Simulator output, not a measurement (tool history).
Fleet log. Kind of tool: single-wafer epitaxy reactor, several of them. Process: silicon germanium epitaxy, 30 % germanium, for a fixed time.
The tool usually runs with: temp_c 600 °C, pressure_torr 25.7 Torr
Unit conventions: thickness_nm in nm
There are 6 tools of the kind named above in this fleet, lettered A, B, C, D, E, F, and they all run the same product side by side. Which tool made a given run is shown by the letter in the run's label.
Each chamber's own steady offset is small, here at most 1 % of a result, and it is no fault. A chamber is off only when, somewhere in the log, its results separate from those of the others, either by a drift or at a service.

| run | hour | temp_c | pressure_torr | read-back reference wafer on the same gauge, thickness_nm | thickness_nm |
|---|---|---|---|---|---|
| 1C | 9.2 | 600 | 25.7 | 75.876 | 65.178 |
| 2E | 24.6 | 600 | 25.7 | 75.939 | 65.529 |
| 3D | 35.4 | 600 | 25.7 | 75.817 | 64.776 |
| 4B | 51 | 600 | 25.7 | 75.864 | 65.139 |
| 5A | 62 | 612 | 25.7 | 75.927 | 80.545 |
| 6F | 76 | 612 | 25.7 | 75.96 | 80.912 |
| 7F | 90.2 | 612 | 25.7 | 75.939 | 81.764 |
| 8C | 100 | 612 | 25.7 | 75.917 | 80.96 |
| 9D | 108.7 | 612 | 25.7 | 75.916 | 80.589 |
| 10B | 120.5 | 612 | 25.7 | 75.905 | 81.033 |
| 11E | 131.9 | 600 | 25.7 | 75.879 | 65.79 |
| 12A | 146.2 | 600 | 25.7 | 75.899 | 65.308 |
| 13E | 157.3 | 600 | 25.7 | 75.892 | 65.488 |
| 14F | 167.7 | 600 | 25.7 | 75.861 | 65.365 |
| 15B | 174.9 | 600 | 25.7 | 75.873 | 65.487 |
|  | 176.2 | chamber E: pyrometer calibrated |
| 16C | 188.3 | 605 | 20.5 | 75.909 | 65.238 |
| 17D | 204.2 | 605 | 20.5 | 75.87 | 65.032 |
| 18A | 213.8 | 605 | 20.5 | 75.854 | 64.925 |
| 19A | 230 | 605 | 20.5 | 75.912 | 65.204 |
| 20F | 240.7 | 605 | 20.5 | 75.874 | 65.43 |
| 21C | 249.8 | 605 | 20.5 | 75.843 | 65.144 |
| 22D | 264.8 | 613 | 23.2 | 75.855 | 78.253 |
| 23E | 273.6 | 613 | 23.2 | 75.889 | 80.166 |
| 24B | 284.1 | 613 | 23.2 | 75.92 | 79.042 |
| 25F | 298 | 613 | 23.2 | 75.873 | 78.802 |
| 26D | 310.6 | 613 | 23.2 | 75.849 | 78.097 |
| 27C | 319.7 | 613 | 23.2 | 75.871 | 79.741 |
| 28A | 330.8 | 600 | 25.7 | 75.917 | 64.912 |
| 29E | 339 | 600 | 25.7 | 75.925 | 65.753 |
| 30B | 354.5 | 600 | 25.7 | 75.941 | 64.637 |
| 31D | 363 | 600 | 28.5 | 75.889 | 66.583 |
| 32B | 375.6 | 600 | 28.5 | 75.902 | 67.256 |
| 33C | 388.3 | 600 | 28.5 | 75.909 | 67.897 |
| 34A | 401.3 | 600 | 28.5 | 75.869 | 67.705 |
| 35E | 416 | 600 | 28.5 | 75.912 | 68.246 |
| 36F | 425.5 | 600 | 28.5 | 75.944 | 68.067 |
| 37C | 435.4 | 600 | 25.7 | 75.917 | 65.186 |
| 38A | 447.7 | 593 | 27.7 | 75.878 | 59.243 |
| 39F | 461.8 | 593 | 27.7 | 75.866 | 59.247 |
| 40D | 478.1 | 593 | 27.7 | 75.847 | 57.334 |
| 41B | 486.5 | 593 | 27.7 | 75.877 | 58.847 |
| 42E | 501.6 | 593 | 27.7 | 75.901 | 59.28 |

The same settings go to every chamber for the next run, one line per chamber below. Forecast the results for each:
| 43A | 513.4 | 608 | 25.7 |  | ? |
| 43B | 513.4 | 608 | 25.7 |  | ? |
| 43C | 513.4 | 608 | 25.7 |  | ? |
| 43D | 513.4 | 608 | 25.7 |  | ? |
| 43E | 513.4 | 608 | 25.7 |  | ? |
| 43F | 513.4 | 608 | 25.7 |  | ? |

| run | thickness_nm |
|---|---|
| 43A | 75.275 |
| 43B | 74.774 |
| 43C | 75.142 |
| 43D | 73.013 |
| 43E | 75.999 |
| 43F | 75.917 |
